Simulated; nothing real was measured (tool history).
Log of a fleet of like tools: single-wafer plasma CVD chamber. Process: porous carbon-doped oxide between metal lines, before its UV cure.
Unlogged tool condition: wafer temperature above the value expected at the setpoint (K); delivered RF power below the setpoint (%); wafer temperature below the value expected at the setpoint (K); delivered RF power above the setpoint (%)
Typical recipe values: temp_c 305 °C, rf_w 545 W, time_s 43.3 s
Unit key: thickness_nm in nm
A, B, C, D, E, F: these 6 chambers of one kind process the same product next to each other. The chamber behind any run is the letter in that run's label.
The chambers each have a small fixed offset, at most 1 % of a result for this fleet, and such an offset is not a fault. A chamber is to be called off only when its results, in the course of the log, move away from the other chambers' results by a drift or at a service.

| run | hour | temp_c | rf_w | time_s | hours since the last thermocouple change | hours since the last RF generator calibration | read-back reference wafer on the same gauge, thickness_nm | thickness_nm |
|---|---|---|---|---|---|---|---|---|
| 1F | 3.2 | 305 | 545 | 43.3 | 1198.0 | 123.7 | 244.15 | 238.44 |
| 2C | 7.8 | 305 | 545 | 43.3 | 747.9 | 1380.8 | 244.30 | 239.24 |
| 3D | 12.5 | 305 | 545 | 43.3 | 1240.1 | 293.6 | 243.69 | 236.16 |
| 4E | 18.2 | 305 | 545 | 43.3 | 1068.4 | 1196.8 | 243.87 | 237.32 |
| 5A | 23.0 | 305 | 545 | 43.3 | 175.6 | 1921.7 | 244.04 | 238.02 |
| 6B | 28.8 | 300 | 545 | 43.3 | 149.6 | 1180.3 | 244.12 | 242.31 |
| 7D | 33.1 | 300 | 545 | 43.3 | 1260.7 | 314.2 | 243.60 | 244.14 |
| 8E | 35.6 | 300 | 545 | 43.3 | 1085.8 | 1214.2 | 243.98 | 242.14 |
| 9B | 39.4 | 300 | 545 | 43.3 | 160.2 | 1190.9 | 244.04 | 242.76 |
| 10A | 42.3 | 300 | 545 | 43.3 | 194.9 | 1941.0 | 244.14 | 245.54 |
| 11C | 45.8 | 300 | 545 | 43.3 | 785.9 | 1418.8 | 243.46 | 243.81 |
| 12F | 51.3 | 305 | 545 | 43.3 | 1246.1 | 171.8 | 244.19 | 239.42 |
| 13A | 57.0 | 305 | 545 | 43.3 | 209.6 | 1955.7 | 243.83 | 236.53 |
| 14B | 62.8 | 305 | 545 | 43.3 | 183.6 | 1214.3 | 243.86 | 233.07 |
| 15D | 66.8 | 291 | 545 | 46.9 | 1294.4 | 347.9 | 244.12 | 276.97 |
| 16F | 71.2 | 291 | 545 | 46.9 | 1266.0 | 191.7 | 243.90 | 281.20 |
| 17E | 76.8 | 291 | 545 | 46.9 | 1127.0 | 1255.4 | 244.12 | 277.28 |
| 18C | 80.9 | 291 | 545 | 46.9 | 821.0 | 1453.9 | 244.16 | 280.43 |
| 19D | 86.6 | 291 | 545 | 46.9 | 1314.2 | 367.7 | 244.15 | 279.77 |
| 20C | 89.6 | 291 | 545 | 46.9 | 829.7 | 1462.6 | 243.88 | 278.63 |
| 21B | 94.7 | 305 | 545 | 43.3 | 215.5 | 1246.2 | 244.17 | 234.36 |
| 22A | 98.6 | 305 | 545 | 43.3 | 251.2 | 1997.3 | 243.98 | 237.88 |
| 23F | 103.2 | 305 | 545 | 43.3 | 1298.0 | 223.7 | 244.06 | 241.46 |
| 24E | 106.7 | 305 | 545 | 43.3 | 1156.9 | 1285.3 | 244.04 | 236.18 |
| 25E | 109.6 | 305 | 545 | 43.3 | 1159.8 | 1288.2 | 244.09 | 237.87 |
| 26D | 113.9 | 305 | 545 | 43.3 | 1341.5 | 395.0 | 244.31 | 237.89 |
| 27B | 119.3 | 305 | 545 | 43.3 | 240.1 | 1270.8 | 243.79 | 232.25 |
| 28F | 125.1 | 305 | 545 | 43.3 | 1319.9 | 245.6 | 244.17 | 240.03 |
| 29A | 130.9 | 305 | 545 | 43.3 | 283.5 | 2029.6 | 243.91 | 237.61 |
| 30C | 134.2 | 305 | 545 | 43.3 | 874.3 | 1507.2 | 244.11 | 237.99 |
| 31B | 137.7 | 305 | 545 | 43.3 | 258.5 | 1289.2 | 244.24 | 228.61 |
| 32A | 142.6 | 305 | 545 | 43.3 | 295.2 | 2041.3 | 243.98 | 239.68 |
| 33F | 148.4 | 316 | 545 | 43.3 | 1343.2 | 268.9 | 243.87 | 226.76 |
| 34C | 152.5 | 316 | 545 | 43.3 | 892.6 | 1525.5 | 243.98 | 224.88 |
| 35D | 155.8 | 316 | 545 | 43.3 | 1383.4 | 436.9 | 243.86 | 222.54 |
| 36E | 158.4 | 316 | 545 | 43.3 | 1208.6 | 1337.0 | 243.99 | 224.53 |
| 37A | 162.7 | 316 | 545 | 43.3 | 315.3 | 2061.4 | 244.04 | 225.04 |
|  | 164.0 | chamber C: thermocouple changed; heater temperature recalibrated |
| 38B | 167.1 | 316 | 545 | 43.3 | 287.9 | 1318.6 | 244.17 | 213.04 |
| 39D | 170.8 | 305 | 545 | 36.9 | 1398.4 | 451.9 | 244.01 | 204.14 |
| 40C | 176.4 | 305 | 545 | 36.9 | 12.4 | 1549.4 | 244.28 | 203.43 |
| 41F | 180.5 | 305 | 545 | 36.9 | 1375.3 | 301.0 | 244.11 | 205.66 |
| 42E | 183.1 | 305 | 545 | 36.9 | 1233.3 | 1361.7 | 243.92 | 202.19 |
| 43D | 186.0 | 305 | 545 | 36.9 | 1413.6 | 467.1 | 244.21 | 203.23 |
| 44F | 191.0 | 305 | 545 | 36.9 | 1385.8 | 311.5 | 244.36 | 203.90 |

For the next run the whole fleet of 6 chambers uses the same settings. Give each chamber's results:
| 45A | 195.2 | 305 | 545 | 40.4 |  |  |  | ? |
| 45B | 195.2 | 305 | 545 | 40.4 |  |  |  | ? |
| 45C | 195.2 | 305 | 545 | 40.4 |  |  |  | ? |
| 45D | 195.2 | 305 | 545 | 40.4 |  |  |  | ? |
| 45E | 195.2 | 305 | 545 | 40.4 |  |  |  | ? |
| 45F | 195.2 | 305 | 545 | 40.4 |  |  |  | ? |

| run | thickness_nm |
|---|---|
| 45A | 223.36 |
| 45B | 209.81 |
| 45C | 223.43 |
| 45D | 222.37 |
| 45E | 221.79 |
| 45F | 223.97 |

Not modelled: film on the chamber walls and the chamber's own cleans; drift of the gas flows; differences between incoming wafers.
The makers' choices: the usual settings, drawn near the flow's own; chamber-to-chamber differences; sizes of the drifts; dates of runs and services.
